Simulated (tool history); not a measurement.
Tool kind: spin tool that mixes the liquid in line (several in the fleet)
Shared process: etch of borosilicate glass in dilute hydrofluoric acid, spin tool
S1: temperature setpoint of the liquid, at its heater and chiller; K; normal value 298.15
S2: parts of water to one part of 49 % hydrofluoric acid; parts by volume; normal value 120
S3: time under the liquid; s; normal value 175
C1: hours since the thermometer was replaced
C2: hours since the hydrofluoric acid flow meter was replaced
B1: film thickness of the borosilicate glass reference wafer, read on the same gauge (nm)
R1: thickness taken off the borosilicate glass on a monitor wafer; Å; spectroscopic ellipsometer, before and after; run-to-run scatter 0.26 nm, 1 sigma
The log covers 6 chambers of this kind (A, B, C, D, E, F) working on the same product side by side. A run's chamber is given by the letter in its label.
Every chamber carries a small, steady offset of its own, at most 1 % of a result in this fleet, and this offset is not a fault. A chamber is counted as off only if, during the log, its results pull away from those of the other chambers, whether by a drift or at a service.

{"run": "1B", "hour": 4.4, "S1": 298.15, "S2": 120, "S3": 175, "C1": 2361.9, "C2": 45.3, "B1": 49.973, "R1": 298.15}
{"run": "2A", "hour": 8.7, "S1": 298.15, "S2": 120, "S3": 175, "C1": 719.0, "C2": 393.2, "B1": 50.019, "R1": 294.25}
{"run": "3C", "hour": 10.7, "S1": 298.15, "S2": 120, "S3": 175, "C1": 401.4, "C2": 304.1, "B1": 50.009, "R1": 297.46}
{"run": "4F", "hour": 14.1, "S1": 298.15, "S2": 120, "S3": 175, "C1": 1245.2, "C2": 1014.1, "B1": 49.969, "R1": 296.46}
{"run": "5D", "hour": 16.4, "S1": 298.15, "S2": 120, "S3": 175, "C1": 427.8, "C2": 1890.9, "B1": 49.99, "R1": 295.01}
{"run": "6E", "hour": 19.0, "S1": 298.15, "S2": 120, "S3": 175, "C1": 430.0, "C2": 1288.3, "B1": 49.967, "R1": 296.95}
{"run": "7C", "hour": 21.9, "S1": 298.15, "S2": 80, "S3": 175, "C1": 412.6, "C2": 315.3, "B1": 50.018, "R1": 463.16}
{"run": "8D", "hour": 24.4, "S1": 298.15, "S2": 80, "S3": 175, "C1": 435.8, "C2": 1898.9, "B1": 50.004, "R1": 458.77}
{"run": "9F", "hour": 27.7, "S1": 298.15, "S2": 80, "S3": 175, "C1": 1258.8, "C2": 1027.7, "B1": 50.0, "R1": 465.12}
{"run": "10E", "hour": 29.7, "S1": 298.15, "S2": 80, "S3": 175, "C1": 440.7, "C2": 1299.0, "B1": 50.0, "R1": 463.07}
{"run": "11B", "hour": 32.9, "S1": 298.15, "S2": 80, "S3": 175, "C1": 2390.4, "C2": 73.8, "B1": 49.998, "R1": 458.34}
{"run": "12A", "hour": 37.3, "S1": 298.15, "S2": 80, "S3": 175, "C1": 747.6, "C2": 421.8, "B1": 49.999, "R1": 466.86}
{"run": "13D", "hour": 40.0, "S1": 298.15, "S2": 120, "S3": 175, "C1": 451.4, "C2": 1914.5, "B1": 49.995, "R1": 288.6}
{"run": "14A", "hour": 43.1, "S1": 298.15, "S2": 120, "S3": 175, "C1": 753.4, "C2": 427.6, "B1": 49.996, "R1": 289.03}
{"run": "15E", "hour": 45.9, "S1": 298.15, "S2": 120, "S3": 175, "C1": 456.9, "C2": 1315.2, "B1": 50.036, "R1": 288.47}
{"run": "16C", "hour": 49.0, "S1": 298.15, "S2": 120, "S3": 175, "C1": 439.7, "C2": 342.4, "B1": 50.008, "R1": 295.99}
{"run": "17B", "hour": 51.5, "S1": 298.15, "S2": 95, "S3": 175, "C1": 2409.0, "C2": 92.4, "B1": 49.987, "R1": 385.44}
{"run": "18F", "hour": 54.6, "S1": 298.15, "S2": 95, "S3": 175, "C1": 1285.7, "C2": 1054.6, "B1": 49.992, "R1": 378.6}
{"run": "19C", "hour": 56.8, "S1": 298.15, "S2": 95, "S3": 175, "C1": 447.5, "C2": 350.2, "B1": 49.999, "R1": 381.99}
{"run": "20B", "hour": 60.5, "S1": 298.15, "S2": 95, "S3": 175, "C1": 2418.0, "C2": 101.4, "B1": 49.988, "R1": 383.48}
{"run": "21D", "hour": 64.0, "S1": 298.15, "S2": 95, "S3": 175, "C1": 475.4, "C2": 1938.5, "B1": 49.999, "R1": 372.18}
{"run": "22A", "hour": 66.9, "S1": 298.15, "S2": 95, "S3": 175, "C1": 777.2, "C2": 451.4, "B1": 50.008, "R1": 376.49}
{"run": "23E", "hour": 70.7, "S1": 298.15, "S2": 120, "S3": 175, "C1": 481.7, "C2": 1340.0, "B1": 50.016, "R1": 291.48}
{"run": "24F", "hour": 74.7, "S1": 298.15, "S2": 120, "S3": 175, "C1": 1305.8, "C2": 1074.7, "B1": 50.008, "R1": 295.71}
{"run": "25D", "hour": 77.3, "S1": 298.15, "S2": 120, "S3": 175, "C1": 488.7, "C2": 1951.8, "B1": 50.001, "R1": 292.91}
{"run": "26B", "hour": 80.4, "S1": 298.15, "S2": 120, "S3": 175, "C1": 2437.9, "C2": 121.3, "B1": 50.027, "R1": 292.64}
{"run": "27F", "hour": 84.8, "S1": 298.15, "S2": 120, "S3": 175, "C1": 1315.9, "C2": 1084.8, "B1": 49.987, "R1": 300.14}
{"run": "28E", "hour": 87.0, "S1": 298.15, "S2": 120, "S3": 175, "C1": 498.0, "C2": 1356.3, "B1": 49.963, "R1": 292.27}
{"run": "29C", "hour": 89.7, "S1": 298.15, "S2": 120, "S3": 175, "C1": 480.4, "C2": 383.1, "B1": 49.998, "R1": 298.73}
{"run": "30A", "hour": 93.3, "S1": 298.15, "S2": 120, "S3": 175, "C1": 803.6, "C2": 477.8, "B1": 50.011, "R1": 280.65}
{"hour": 95.9, "done": "chamber F: thermometer replaced"}
{"run": "31B", "hour": 96.8, "S1": 298.15, "S2": 120, "S3": 175, "C1": 2454.3, "C2": 137.7, "B1": 50.005, "R1": 290.68}
{"run": "32A", "hour": 98.9, "S1": 298.15, "S2": 120, "S3": 175, "C1": 809.2, "C2": 483.4, "B1": 49.989, "R1": 277.19}
{"run": "33C", "hour": 101.1, "S1": 298.15, "S2": 120, "S3": 175, "C1": 491.8, "C2": 394.5, "B1": 50.003, "R1": 291.07}
{"run": "34E", "hour": 104.4, "S1": 301.15, "S2": 120, "S3": 210, "C1": 515.4, "C2": 1373.7, "B1": 50.004, "R1": 395.96}
{"run": "35F", "hour": 108.8, "S1": 301.15, "S2": 120, "S3": 210, "C1": 13.0, "C2": 1108.8, "B1": 49.993, "R1": 395.69}
{"run": "36D", "hour": 110.8, "S1": 301.15, "S2": 120, "S3": 210, "C1": 522.2, "C2": 1985.3, "B1": 49.991, "R1": 396.09}
{"run": "37D", "hour": 114.7, "S1": 301.15, "S2": 120, "S3": 210, "C1": 526.1, "C2": 1989.2, "B1": 49.995, "R1": 393.32}
{"run": "38C", "hour": 117.3, "S1": 301.15, "S2": 120, "S3": 210, "C1": 508.0, "C2": 410.7, "B1": 50.0, "R1": 399.82}

Decide between three cases: one chamber stands off from its peers, the gauge reading all wafers drifts, or nothing is wrong past each chamber's small offset. Where a chamber is off, say which and what most likely put it there.

Chamber A drifts away from the others.
What lies behind it: hydrofluoric acid flow below the setpoint (%) = 6.07.
The log might look much the same if the cause were instead: liquid colder than its thermometer reads (K).

Which of the 4 candidates below, each the usual settings with something changed and its results left as question marks, puts chamber A back in line with what the other chambers give on the usual settings?
In line means no further than this from the other chambers' mean on the usual settings: R1 9.20 Å
{"run": "39A-1", "hour": 120.5, "S1": 298.15, "S2": 125, "S3": 170, "R1": "?"}
{"run": "39A-2", "hour": 120.5, "S1": 298.15, "S2": 115, "S3": 180, "R1": "?"}
{"run": "39A-3", "hour": 120.5, "S1": 298.15, "S2": 115, "S3": 190, "R1": "?"}
{"run": "39A-4", "hour": 120.5, "S1": 298.15, "S2": 135, "S3": 175, "R1": "?"}

The other chambers' mean on the usual settings: R1 293.39 Å
run=39A-1 R1=254.22
run=39A-2 R1=296.41
run=39A-3 R1=312.88
run=39A-4 R1=239.26
Change 39A-2 lands the chamber within the allowed miss of the other chambers.
